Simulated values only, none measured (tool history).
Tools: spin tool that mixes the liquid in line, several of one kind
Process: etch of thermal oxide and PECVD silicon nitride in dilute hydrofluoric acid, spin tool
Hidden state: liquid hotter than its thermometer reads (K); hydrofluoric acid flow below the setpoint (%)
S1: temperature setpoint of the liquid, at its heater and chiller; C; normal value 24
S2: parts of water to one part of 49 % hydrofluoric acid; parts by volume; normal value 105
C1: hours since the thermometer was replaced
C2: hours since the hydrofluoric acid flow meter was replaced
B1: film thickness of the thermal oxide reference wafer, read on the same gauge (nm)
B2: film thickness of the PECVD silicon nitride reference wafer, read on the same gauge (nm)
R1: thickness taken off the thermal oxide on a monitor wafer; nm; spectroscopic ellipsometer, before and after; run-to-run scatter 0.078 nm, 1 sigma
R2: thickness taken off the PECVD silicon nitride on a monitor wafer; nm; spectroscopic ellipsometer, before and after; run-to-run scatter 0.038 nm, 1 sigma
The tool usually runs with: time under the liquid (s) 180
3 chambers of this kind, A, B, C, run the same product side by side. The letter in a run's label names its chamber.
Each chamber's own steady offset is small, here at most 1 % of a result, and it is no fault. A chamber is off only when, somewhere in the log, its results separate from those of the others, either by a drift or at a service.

run 1C hour=3.4 | S1=24 S2=105 time_under_the_liquid_(s)=180 | C1=621.2 C2=454.8 | B1=80.013 B2=80.025 | R1=7.9778 R2=3.9782
run 2B hour=8.0 | S1=24 S2=105 time_under_the_liquid_(s)=180 | C1=1145.8 C2=1620.0 | B1=80.012 B2=80.002 | R1=8.0661 R2=3.9571
run 3A hour=11.9 | S1=24 S2=105 time_under_the_liquid_(s)=180 | C1=1531.3 C2=1187.2 | B1=80.014 B2=80.053 | R1=7.9318 R2=4.0141
run 4A hour=14.4 | S1=24 S2=105 time_under_the_liquid_(s)=180 | C1=1533.8 C2=1189.7 | B1=79.999 B2=79.950 | R1=7.8732 R2=3.9822
-- hour=17.4 chamber B: hydrofluoric acid flow meter replaced
run 5C hour=18.9 | S1=24 S2=105 time_under_the_liquid_(s)=180 | C1=636.7 C2=470.3 | B1=79.965 B2=79.971 | R1=7.9164 R2=3.9578
run 6B hour=21.0 | S1=24 S2=105 time_under_the_liquid_(s)=180 | C1=1158.8 C2=3.6 | B1=79.998 B2=79.963 | R1=7.8962 R2=4.0683
run 7B hour=24.3 | S1=24 S2=105 time_under_the_liquid_(s)=100 | C1=1162.1 C2=6.9 | B1=80.047 B2=80.006 | R1=4.4816 R2=2.2177
run 8A hour=27.5 | S1=24 S2=105 time_under_the_liquid_(s)=100 | C1=1546.9 C2=1202.8 | B1=79.968 B2=79.977 | R1=4.4568 R2=2.2255
run 9C hour=31.5 | S1=24 S2=105 time_under_the_liquid_(s)=100 | C1=649.3 C2=482.9 | B1=79.967 B2=79.985 | R1=4.4169 R2=2.2493
run 10C hour=34.2 | S1=24 S2=105 time_under_the_liquid_(s)=180 | C1=652.0 C2=485.6 | B1=80.008 B2=79.940 | R1=7.9332 R2=4.0279
run 11B hour=37.4 | S1=24 S2=105 time_under_the_liquid_(s)=180 | C1=1175.2 C2=20.0 | B1=79.959 B2=80.001 | R1=7.9968 R2=4.0116
run 12A hour=42.1 | S1=24 S2=105 time_under_the_liquid_(s)=180 | C1=1561.5 C2=1217.4 | B1=79.995 B2=80.043 | R1=7.9052 R2=3.9370
run 13C hour=45.0 | S1=24 S2=105 time_under_the_liquid_(s)=180 | C1=662.8 C2=496.4 | B1=80.003 B2=79.978 | R1=7.9272 R2=3.9651
run 14A hour=48.3 | S1=24 S2=105 time_under_the_liquid_(s)=180 | C1=1567.7 C2=1223.6 | B1=80.024 B2=80.019 | R1=7.8205 R2=3.9364
run 15B hour=50.5 | S1=24 S2=60 time_under_the_liquid_(s)=180 | C1=1188.3 C2=33.1 | B1=80.013 B2=80.025 | R1=14.7870 R2=6.9578
run 16C hour=52.5 | S1=24 S2=60 time_under_the_liquid_(s)=180 | C1=670.3 C2=503.9 | B1=80.007 B2=80.024 | R1=14.6140 R2=6.9699
run 17B hour=57.2 | S1=24 S2=60 time_under_the_liquid_(s)=180 | C1=1195.0 C2=39.8 | B1=80.030 B2=79.961 | R1=14.5900 R2=7.0961
run 18A hour=59.3 | S1=24 S2=105 time_under_the_liquid_(s)=180 | C1=1578.7 C2=1234.6 | B1=79.975 B2=79.986 | R1=7.6391 R2=3.8648
run 19C hour=61.5 | S1=24 S2=105 time_under_the_liquid_(s)=180 | C1=679.3 C2=512.9 | B1=80.028 B2=79.958 | R1=7.8966 R2=3.9040
run 20B hour=64.4 | S1=24 S2=105 time_under_the_liquid_(s)=180 | C1=1202.2 C2=47.0 | B1=80.027 B2=80.010 | R1=8.2293 R2=4.0805
run 21A hour=66.7 | S1=24 S2=105 time_under_the_liquid_(s)=180 | C1=1586.1 C2=1242.0 | B1=79.966 B2=80.036 | R1=7.5914 R2=3.8645
run 22C hour=70.7 | S1=24 S2=105 time_under_the_liquid_(s)=180 | C1=688.5 C2=522.1 | B1=80.012 B2=80.011 | R1=7.9195 R2=4.0711
run 23A hour=75.3 | S1=24 S2=105 time_under_the_liquid_(s)=180 | C1=1594.7 C2=1250.6 | B1=80.000 B2=79.968 | R1=7.4192 R2=3.7301
run 24B hour=77.4 | S1=24 S2=105 time_under_the_liquid_(s)=180 | C1=1215.2 C2=60.0 | B1=79.978 B2=79.969 | R1=8.0460 R2=4.0110
run 25B hour=80.2 | S1=24 S2=105 time_under_the_liquid_(s)=180 | C1=1218.0 C2=62.8 | B1=79.996 B2=80.001 | R1=8.0097 R2=4.0840
run 26C hour=84.1 | S1=24 S2=105 time_under_the_liquid_(s)=180 | C1=701.9 C2=535.5 | B1=80.015 B2=79.960 | R1=7.9896 R2=3.9576
run 27A hour=87.2 | S1=24 S2=105 time_under_the_liquid_(s)=180 | C1=1606.6 C2=1262.5 | B1=79.994 B2=80.014 | R1=7.4175 R2=3.6967
run 28C hour=90.2 | S1=24 S2=105 time_under_the_liquid_(s)=180 | C1=708.0 C2=541.6 | B1=79.985 B2=80.005 | R1=7.9876 R2=3.9593
run 29B hour=93.3 | S1=24 S2=105 time_under_the_liquid_(s)=180 | C1=1231.1 C2=75.9 | B1=80.036 B2=79.945 | R1=7.9518 R2=4.0452
run 30A hour=96.0 | S1=24 S2=105 time_under_the_liquid_(s)=180 | C1=1615.4 C2=1271.3 | B1=79.979 B2=79.964 | R1=7.0824 R2=3.7027
run 31B hour=99.1 | S1=24 S2=105 time_under_the_liquid_(s)=180 | C1=1236.9 C2=81.7 | B1=79.989 B2=80.013 | R1=8.1290 R2=4.0300
run 32A hour=102.4 | S1=24 S2=105 time_under_the_liquid_(s)=180 | C1=1621.8 C2=1277.7 | B1=79.985 B2=80.029 | R1=7.0402 R2=3.5923
run 33C hour=104.7 | S1=24 S2=105 time_under_the_liquid_(s)=180 | C1=722.5 C2=556.1 | B1=79.974 B2=80.007 | R1=7.9810 R2=3.9740
run 34B hour=108.7 | S1=24 S2=105 time_under_the_liquid_(s)=180 | C1=1246.5 C2=91.3 | B1=79.977 B2=79.974 | R1=8.0189 R2=4.0299

Read the log: is a single chamber off, either drifting away or since a service, is the gauge that measures every chamber drifting, or is nothing wrong beyond small per-chamber offsets? Name any odd chamber and what most likely caused it.

One chamber, A, drifts off from the rest bit by bit.
What lies behind it: hydrofluoric acid flow below the setpoint (%) = 11.7.

Chamber A could run next with any of the 4 candidate recipes listed below; each alters the usual settings, and their results appear as question marks. Which one brings its results back in line with what the other chambers deliver on the usual settings?
In line here means within this much of the mean the other chambers give on the usual settings: R1 0.2700 nm; R2 0.1300 nm
run 35A-1 hour=112.1 | S1=23.5 S2=100 time_under_the_liquid_(s)=185 | R1=? R2=?
run 35A-2 hour=112.1 | S1=24.0 S2=100 time_under_the_liquid_(s)=195 | R1=? R2=?
run 35A-3 hour=112.1 | S1=24.5 S2=110 time_under_the_liquid_(s)=175 | R1=? R2=?
run 35A-4 hour=112.1 | S1=24.0 S2=110 time_under_the_liquid_(s)=165 | R1=? R2=?

What the other chambers average on the usual settings: R1 7.9726 nm; R2 4.0182 nm
run=35A-1 R1=7.4249 R2=3.7184
run=35A-2 R1=7.9783 R2=4.0474
run=35A-3 R1=6.5580 R2=3.4197
run=35A-4 R1=6.0645 R2=3.1212
35A-2 is the one that brings the chamber's results back in line with the other chambers.
